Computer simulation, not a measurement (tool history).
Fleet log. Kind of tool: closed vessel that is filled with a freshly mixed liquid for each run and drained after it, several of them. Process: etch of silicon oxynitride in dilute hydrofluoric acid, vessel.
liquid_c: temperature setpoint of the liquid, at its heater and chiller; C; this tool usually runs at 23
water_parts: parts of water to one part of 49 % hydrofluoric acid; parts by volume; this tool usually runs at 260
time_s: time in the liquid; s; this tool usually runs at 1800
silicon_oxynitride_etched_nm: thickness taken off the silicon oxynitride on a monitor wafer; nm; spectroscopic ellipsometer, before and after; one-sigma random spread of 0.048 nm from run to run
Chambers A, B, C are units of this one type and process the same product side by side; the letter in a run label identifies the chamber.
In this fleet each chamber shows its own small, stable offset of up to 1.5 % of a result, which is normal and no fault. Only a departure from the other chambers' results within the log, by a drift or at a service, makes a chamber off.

run,hour,liquid_c,water_parts,time_s,"read-back film thickness of the silicon oxynitride reference wafer, read on the same gauge (nm)",silicon_oxynitride_etched_nm
1C,5.9,23,260,1800,119.98,14.805
2B,11,23,260,1800,120.02,14.799
3A,17,23,260,1800,119.98,14.718
4A,22,23,260,1800,120,14.804
5B,27.8,23,260,1800,120.04,14.84
6C,34.1,23,260,1800,119.97,14.784
7A,41.1,23,260,1800,120.01,14.728
8C,44.8,23,260,1800,120,14.848
9B,50.4,23,260,1800,119.99,14.749
10A,54.1,19.5,260,1295,120,9.0286
11B,60.3,19.5,260,1295,120,9.0663
12C,64,19.5,260,1295,120,9.1057
13A,70.5,20.5,260,2130,119.99,15.637
14C,76.1,20.5,260,2130,120,15.752
15B,79.7,20.5,260,2130,119.98,15.426
16B,84.5,23,260,1800,119.99,14.528
17A,91.1,23,260,1800,120.01,14.636
18C,97.9,23,260,1800,120.03,14.901
19B,103.5,24.5,220,1800,120.04,18.614
20A,110.6,24.5,220,1800,120,19.181
21C,115.7,24.5,220,1800,119.98,19.262
22A,122.4,23,260,1800,119.98,14.703

Which is it: a chamber that has drifted or been left off by a service, a gauge drift common to all chambers, or only each chamber's usual small offset? If a chamber is off, name it and its likeliest cause.

It is chamber B that slowly wanders off from its peers.
Likeliest cause: liquid colder than its thermometer reads (K) = 0.955.
It could be hard to tell apart here from: hydrofluoric acid flow below the setpoint (%).

Which of the 4 candidates below, each the usual settings with something changed and its results left as question marks, puts chamber B back in line with what the other chambers give on the usual settings?
To be in line, a result may differ from the other chambers' mean on the usual settings by at most: silicon_oxynitride_etched_nm 0.17 nm
23B-1,127.5,23,265,1765,,?
23B-2,127.5,23,265,1800,,?
23B-3,127.5,23,255,1835,,?
23B-4,127.5,23,255,1800,,?

Average result of the remaining chambers running the usual settings: silicon_oxynitride_etched_nm 14.789 nm
run,silicon_oxynitride_etched_nm
23B-1,13.673
23B-2,13.944
23B-3,14.861
23B-4,14.577
With 23B-3, the chamber falls back in line with the rest.
